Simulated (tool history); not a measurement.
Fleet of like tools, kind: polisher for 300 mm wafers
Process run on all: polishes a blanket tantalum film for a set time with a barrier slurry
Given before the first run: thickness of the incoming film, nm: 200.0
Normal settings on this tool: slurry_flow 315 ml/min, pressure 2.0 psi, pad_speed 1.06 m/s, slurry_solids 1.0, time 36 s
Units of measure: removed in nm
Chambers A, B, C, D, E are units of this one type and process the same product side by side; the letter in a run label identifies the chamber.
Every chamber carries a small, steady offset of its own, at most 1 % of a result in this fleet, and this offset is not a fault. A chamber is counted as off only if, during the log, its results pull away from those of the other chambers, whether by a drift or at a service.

run	hour	slurry_flow	pressure	pad_speed	slurry_solids	time	wafers polished on this pad	hours since the slurry nozzle was cleaned	hours since the head pressure was calibrated	hours since the slurry blender was calibrated	removed
# hour 2.5: chamber E: worn pad replaced by a new one
1A	14.9	315	2.0	1.06	1.0	36	410	517.8	698.8	110.3	58.066
# hour 15.1: chamber C: worn pad replaced by a new one
# hour 20.5: chamber B: worn pad replaced by a new one
# hour 27.2: chamber A: slurry nozzle cleaned
2B	28.2	315	2.0	1.06	1.0	36	108	400.3	78.8	302.0	57.319
3D	36.3	315	2.0	1.06	1.0	36	651	63.0	127.9	303.5	56.920
4C	50.4	315	2.0	1.06	1.0	36	492	69.0	154.6	353.0	56.507
5E	61.0	315	2.6	1.06	1.1	36	814	188.6	136.9	240.2	77.199
6B	67.6	315	2.6	1.06	1.1	36	656	439.7	118.2	341.4	75.809
# hour 76.6: chamber D: worn pad replaced by a new one
# hour 79.0: chamber E: slurry nozzle cleaned
# hour 79.5: chamber A: worn pad replaced by a new one
7A	81.5	315	2.6	1.06	1.1	36	28	54.4	765.4	176.9	77.372
# hour 85.1: chamber E: worn pad replaced by a new one
8C	93.8	315	2.6	1.06	1.1	36	1096	112.4	198.0	396.4	76.683
# hour 97.9: chamber D: slurry blender recalibrated
# hour 101.2: chamber B: slurry blender recalibrated
# hour 106.8: chamber B: worn pad replaced by a new one
9D	107.0	315	2.6	1.06	1.1	36	423	133.7	198.6	9.2	76.030
# hour 113.9: chamber C: slurry blender recalibrated
# hour 115.8: chamber C: worn pad replaced by a new one
10E	118.2	315	2.6	1.06	1.0	27	461	39.2	194.1	297.4	55.638
11A	131.7	315	2.6	1.06	1.0	27	727	104.6	815.6	227.1	55.516
12D	146.3	315	2.6	1.06	1.0	27	970	173.0	237.9	48.5	56.506
13E	159.8	315	2.6	1.06	1.0	27	1040	80.8	235.7	339.0	56.337
# hour 161.9: chamber D: worn pad replaced by a new one
# hour 163.3: chamber E: worn pad replaced by a new one
# hour 171.7: chamber A: worn pad replaced by a new one
14B	173.9	315	2.6	1.06	1.0	27	934	546.0	224.5	72.7	55.418
15C	183.0	315	2.0	1.06	1.0	36	936	201.6	287.2	69.2	56.664
# hour 191.2: chamber B: worn pad replaced by a new one
16B	195.0	315	2.0	1.06	1.0	36	53	567.1	245.6	93.8	56.800
# hour 197.0: chamber C: worn pad replaced by a new one
17A	201.8	315	2.0	1.06	1.0	36	419	174.7	885.7	297.2	57.575
# hour 207.0: chamber D: head pressure recalibrated
18E	214.5	315	2.0	1.06	1.0	36	714	135.5	290.4	393.7	56.177
# hour 217.0: chamber A: slurry blender recalibrated
19C	226.1	315	2.0	1.06	1.0	36	405	244.7	330.3	112.3	56.731
20D	233.2	315	2.0	1.06	1.0	36	993	259.9	26.2	135.4	57.973
21D	242.4	315	2.0	1.06	1.0	40	1121	269.1	35.4	144.6	64.059
# hour 252.0: chamber D: worn pad replaced by a new one
22C	252.7	315	2.0	1.06	1.0	40	776	271.3	356.9	138.9	62.854
# hour 254.9: chamber E: worn pad replaced by a new one
23E	259.4	315	2.0	1.06	1.0	40	62	180.4	335.3	438.6	61.213
# hour 262.0: chamber E: head pressure recalibrated
# hour 272.7: chamber A: worn pad replaced by a new one
24A	273.0	315	2.0	1.06	1.0	40	4	245.9	956.9	56.0	64.620
# hour 284.0: chamber C: worn pad replaced by a new one
25B	286.9	315	2.0	1.06	1.0	40	1333	659.0	337.5	185.7	63.076
# hour 289.4: chamber B: worn pad replaced by a new one
26C	301.2	315	2.0	1.06	1.0	36	239	319.8	405.4	187.4	57.531
# hour 309.4: chamber B: head pressure recalibrated
# hour 310.4: chamber E: slurry nozzle cleaned
27E	313.7	315	2.0	1.06	1.0	36	818	3.4	51.8	492.9	55.440
28D	327.5	315	2.0	1.06	1.0	36	1052	354.2	120.5	229.7	56.759
# hour 330.3: chamber E: worn pad replaced by a new one
29B	339.4	315	2.0	1.06	1.0	36	696	711.5	30.1	238.2	57.093
# hour 342.2: chamber D: worn pad replaced by a new one
30A	347.8	315	2.0	1.06	1.0	36	1045	320.7	1031.7	130.8	57.958
31D	361.2	315	2.0	1.06	1.0	36	264	387.9	154.2	263.4	57.439
32B	372.8	315	2.0	1.06	1.0	36	1161	744.9	63.5	271.6	56.576
# hour 376.1: chamber A: worn pad replaced by a new one
# hour 377.5: chamber C: worn pad replaced by a new one
33E	381.2	315	2.0	1.06	1.0	36	709	70.9	119.3	560.4	54.313
# hour 381.9: chamber B: slurry nozzle cleaned
# hour 386.1: chamber B: worn pad replaced by a new one
34A	392.7	315	2.0	1.06	1.0	36	232	365.6	1076.6	175.7	57.309
35C	405.2	315	2.0	1.06	1.0	36	385	423.8	509.4	291.4	57.429
# hour 412.8: chamber D: slurry blender recalibrated
36E	417.9	315	2.0	1.06	1.0	36	1220	107.6	156.0	597.1	54.087
# hour 423.8: chamber D: worn pad replaced by a new one
37D	428.2	315	2.0	1.06	1.0	36	61	454.9	221.2	15.4	56.951
38B	439.1	315	2.0	1.06	1.0	36	739	57.3	129.8	337.9	57.250

For the next run the whole fleet of 5 chambers uses the same settings. Give each chamber's results:
39A	449.9	315	2.0	1.06	1.0	36					?
39B	449.9	315	2.0	1.06	1.0	36					?
39C	449.9	315	2.0	1.06	1.0	36					?
39D	449.9	315	2.0	1.06	1.0	36					?
39E	449.9	315	2.0	1.06	1.0	36					?

run	removed
39A	57.351
39B	57.106
39C	57.171
39D	57.603
39E	53.533
